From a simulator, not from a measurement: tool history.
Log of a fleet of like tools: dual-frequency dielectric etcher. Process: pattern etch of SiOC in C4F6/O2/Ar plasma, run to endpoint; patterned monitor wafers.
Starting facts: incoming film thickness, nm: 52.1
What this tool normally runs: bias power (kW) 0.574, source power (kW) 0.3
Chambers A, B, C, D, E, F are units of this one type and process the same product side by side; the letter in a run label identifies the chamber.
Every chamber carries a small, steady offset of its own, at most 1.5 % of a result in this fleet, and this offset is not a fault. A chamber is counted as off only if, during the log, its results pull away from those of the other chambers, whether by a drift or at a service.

run   hour  bias power (kW)  source power (kW)  hours since the last wet clean  hours since the last bias power generator calibration  hours since the last source power generator calibration  endpoint time (s)
 1A    4.6            0.574                0.3                           160.2                                                 3511.4                                                    135.8              18.68
 2E    7.4            0.574                0.3                           283.1                                                 1725.9                                                   1183.4             18.485
 3F    9.9            0.574                0.3                            75.6                                                 3746.2                                                    776.9             18.561
 4D   13.4            0.574                0.3                           103.5                                                 2443.5                                                   1763.3             18.575
 5C   16.2            0.574                0.3                             393                                                 1270.7                                                    753.4             18.407
 6B   18.8            0.574                0.3                           219.5                                                   81.4                                                   2362.3             18.529
 7E   21.4            0.574                0.3                           297.1                                                 1739.9                                                   1197.4             18.459
 8F   25.8            0.574                0.3                            91.5                                                 3762.1                                                    792.8             18.545
 9D   28.3            0.574                0.3                           118.4                                                 2458.4                                                   1778.2             18.673
10A   31.2            0.574                0.3                           186.8                                                   3538                                                    162.4             18.766
11B   33.4            0.574                0.3                           234.1                                                     96                                                   2376.9             18.565
12C   37.9            0.574                0.3                           414.7                                                 1292.4                                                    775.1             18.507
13D   41.3            0.574                0.3                           131.4                                                 2471.4                                                   1791.2               18.6
14F   44.9            0.574                0.3                           110.6                                                 3781.2                                                    811.9             18.517
15B   47.6            0.574                0.3                           248.3                                                  110.2                                                   2391.1             18.388
16A   50.1            0.574                0.3                           205.7                                                 3556.9                                                    181.3             18.742
17E   54.2            0.574                0.3                           329.9                                                 1772.7                                                   1230.2              18.36
18C     57              0.5               0.38                           433.8                                                 1311.5                                                    794.2             17.833
19C   59.3              0.5               0.38                           436.1                                                 1313.8                                                    796.5             17.854
20E   61.9              0.5               0.38                           337.6                                                 1780.4                                                   1237.9             17.836
21A   63.8              0.5               0.38                           219.4                                                 3570.6                                                      195             17.921
22D   65.8              0.5               0.38                           155.9                                                 2495.9                                                   1815.7              17.67
23F   68.9              0.5               0.38                           134.6                                                 3805.2                                                    835.9             18.024
24B   71.1            0.574                0.3                           271.8                                                  133.7                                                   2414.6             18.515
25B   73.1            0.574                0.3                           273.8                                                  135.7                                                   2416.6             18.574
26E   76.7            0.574                0.3                           352.4                                                 1795.2                                                   1252.7             18.642
27D     80            0.574                0.3                           170.1                                                 2510.1                                                   1829.9             18.224
28C   82.9            0.574                0.3                           459.7                                                 1337.4                                                    820.1             18.563
29A   86.2            0.574                0.3                           241.8                                                   3593                                                    217.4             18.628
30F   88.4            0.515               0.32                           154.1                                                 3824.7                                                    855.4             18.852
31B   91.6            0.515               0.32                           292.3                                                  154.2                                                   2435.1             18.681
32C   94.4            0.515               0.32                           471.2                                                 1348.9                                                    831.6             18.929
33D     97            0.515               0.32                           187.1                                                 2527.1                                                   1846.9             18.398
34A  101.4            0.515               0.32                             257                                                 3608.2                                                    232.6             19.011
35F  103.4            0.515               0.32                           169.1                                                 3839.7                                                    870.4             18.843
36E    107            0.574                0.3                           382.7                                                 1825.5                                                     1283             18.466
37E  110.9            0.574                0.3                           386.6                                                 1829.4                                                   1286.9             18.483
38B    113            0.574                0.3                           313.7                                                  175.6                                                   2456.5             18.482

All chambers now run identical settings, listed one chamber a line with results as question marks. What results will each chamber show?
39A  116.3            0.574               0.34                                                                                                                                                                  ?
39B  116.3            0.574               0.34                                                                                                                                                                  ?
39C  116.3            0.574               0.34                                                                                                                                                                  ?
39D  116.3            0.574               0.34                                                                                                                                                                  ?
39E  116.3            0.574               0.34                                                                                                                                                                  ?
39F  116.3            0.574               0.34                                                                                                                                                                  ?

run  endpoint time (s)
39A             17.774
39B             17.535
39C             17.549
39D             16.931
39E             17.593
39F             17.754

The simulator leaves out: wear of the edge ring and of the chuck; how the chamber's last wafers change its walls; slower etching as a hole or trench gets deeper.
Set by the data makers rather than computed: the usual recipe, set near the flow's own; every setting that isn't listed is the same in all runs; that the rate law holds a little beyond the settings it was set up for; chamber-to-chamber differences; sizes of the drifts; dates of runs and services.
